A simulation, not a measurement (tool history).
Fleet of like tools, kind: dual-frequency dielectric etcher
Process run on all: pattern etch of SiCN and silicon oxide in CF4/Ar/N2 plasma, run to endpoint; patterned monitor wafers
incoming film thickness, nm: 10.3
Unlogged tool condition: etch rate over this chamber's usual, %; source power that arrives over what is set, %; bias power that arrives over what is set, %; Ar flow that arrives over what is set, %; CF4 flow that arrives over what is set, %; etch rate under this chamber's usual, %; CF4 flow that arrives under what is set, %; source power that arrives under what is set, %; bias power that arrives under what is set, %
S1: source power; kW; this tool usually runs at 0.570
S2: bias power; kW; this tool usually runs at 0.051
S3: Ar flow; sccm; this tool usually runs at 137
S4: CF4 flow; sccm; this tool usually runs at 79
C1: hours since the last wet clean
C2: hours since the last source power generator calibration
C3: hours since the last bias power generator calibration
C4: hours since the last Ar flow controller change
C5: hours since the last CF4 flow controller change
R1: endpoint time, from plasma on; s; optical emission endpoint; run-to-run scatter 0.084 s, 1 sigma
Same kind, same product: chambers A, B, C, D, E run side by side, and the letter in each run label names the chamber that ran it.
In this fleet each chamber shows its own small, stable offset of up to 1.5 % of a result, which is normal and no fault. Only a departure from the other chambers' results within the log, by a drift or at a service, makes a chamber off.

run     day     S1     S2   S3  S4     C1      C2      C3      C4      C5      R1
      0.058  -- chamber E: CF4 flow controller replaced
 1A   0.617  0.570  0.051  137  79  110.2   599.6  1634.5  2843.7  3929.2  11.103
 2E   0.992  0.570  0.051  137  79  413.2  1660.8   156.6   581.5    22.4  11.324
 3B   1.467  0.570  0.051  137  79  351.4  1606.3   835.6    68.2  3272.1  11.258
 4C   2.075  0.570  0.051  137  79  294.3  1535.0  1119.5  3055.0  2130.7  11.238
 5D   2.675  0.530  0.046  137  79  202.9   588.8   123.4  1770.1  1800.2  12.497
 6A   3.308  0.530  0.046  137  79  174.8   664.2  1699.1  2908.3  3993.8  12.251
 7D   3.767  0.530  0.046  137  79  229.1   615.0   149.6  1796.3  1826.4  12.408
 8C   4.088  0.530  0.046  137  79  342.6  1583.3  1167.8  3103.3  2179.0  12.354
 9E   4.388  0.530  0.046  137  79  494.7  1742.3   238.1   663.0   103.9  12.323
10B   4.896  0.570  0.051  137  79  433.7  1688.6   917.9   150.5  3354.4  11.348
      5.238  -- chamber C: wet clean of the chamber
11D   5.383  0.570  0.051  137  79  267.9   653.8   188.4  1835.1  1865.2  11.229
12E   5.767  0.570  0.051  137  79  527.8  1775.4   271.2   696.1   137.0  11.344
13B   6.183  0.570  0.051  137  79  464.6  1719.5   948.8   181.4  3385.3  11.107
      6.417  -- chamber E: wet clean of the chamber
14A   6.596  0.570  0.051  137  79  253.7   743.1  1778.0  2987.2  4072.7  11.152
15C   6.962  0.570  0.051  137  79   41.5  1652.3  1236.8  3172.3  2248.0  11.183
16E   7.275  0.570  0.051  137  79   20.6  1811.6   307.4   732.3   173.2  11.273
      7.433  -- chamber E: source power generator calibrated
17D   7.650  0.570  0.051  137  79  322.3   708.2   242.8  1889.5  1919.6  11.291
18A   8.079  0.570  0.051  137  79  289.3   778.7  1813.6  3022.8  4108.3  11.123
19B   8.400  0.570  0.051  137  79  517.8  1772.7  1002.0   234.6  3438.5  11.383
20C   8.746  0.570  0.051  137  79   84.3  1695.1  1279.6  3215.1  2290.8  11.266
21C   9.392  0.570  0.051  137  79   99.8  1710.6  1295.1  3230.6  2306.3  11.288
      9.450  -- chamber A: bias power generator calibrated
22E   9.725  0.570  0.051  148  63   79.4    55.1   366.2   791.1   232.0  11.799
      9.983  -- chamber D: wet clean of the chamber
23B  10.271  0.570  0.051  148  63  562.7  1817.6  1046.9   279.5  3483.4  12.111
24D  10.779  0.570  0.051  148  63   19.1   783.3   317.9  1964.6  1994.7  12.082
     10.896  -- chamber A: wet clean of the chamber
25A  11.212  0.570  0.051  148  63    7.7   853.9    42.4  3098.0  4183.5  11.695
26A  11.733  0.570  0.051  148  63   20.2   866.4    54.9  3110.5  4196.0  11.720
27C  12.383  0.570  0.051  137  79  171.6  1782.4  1366.9  3302.4  2378.1  11.262
28E  12.917  0.570  0.051  137  79  156.0   131.7   442.8   867.7   308.6  11.349
29B  13.579  0.570  0.051  137  79  642.1  1897.0  1126.3   358.9  3562.8  11.649
     13.875  -- chamber B: CF4 flow controller replaced
30D  14.225  0.570  0.051  137  79  101.8   866.0   400.6  2047.3  2077.4  11.366
31E  14.800  0.570  0.051  137  79  201.2   176.9   488.0   912.9   353.8  11.258
32D  15.129  0.570  0.051  137  79  123.5   887.7   422.3  2069.0  2099.1  11.207
33B  15.700  0.570  0.051  137  79  693.0  1947.9  1177.2   409.8    43.8  11.727
34C  16.354  0.570  0.051  137  79  266.9  1877.7  1462.2  3397.7  2473.4  11.395
35A  16.738  0.570  0.051  121  94  140.3   986.5   175.0  3230.6  4316.1  10.469
36B  17.083  0.570  0.051  121  94  726.2  1981.1  1210.4   443.0    77.0  11.161
37E  17.529  0.570  0.051  121  94  266.7   242.4   553.5   978.4   419.3  10.797
38D  17.917  0.570  0.051  121  94  190.4   954.6   489.2  2135.9  2166.0  10.668
39C  18.342  0.570  0.051  121  94  314.6  1925.4  1509.9  3445.4  2521.1  10.629

Each of the 5 chambers runs these same settings next. Fill in every chamber's results:
40A  18.821  0.570  0.051  137  64                       ?
40B  18.821  0.570  0.051  137  64                       ?
40C  18.821  0.570  0.051  137  64                       ?
40D  18.821  0.570  0.051  137  64                       ?
40E  18.821  0.570  0.051  137  64                       ?

run      R1
40A  11.541
40B  12.281
40C  11.719
40D  11.923
40E  11.736

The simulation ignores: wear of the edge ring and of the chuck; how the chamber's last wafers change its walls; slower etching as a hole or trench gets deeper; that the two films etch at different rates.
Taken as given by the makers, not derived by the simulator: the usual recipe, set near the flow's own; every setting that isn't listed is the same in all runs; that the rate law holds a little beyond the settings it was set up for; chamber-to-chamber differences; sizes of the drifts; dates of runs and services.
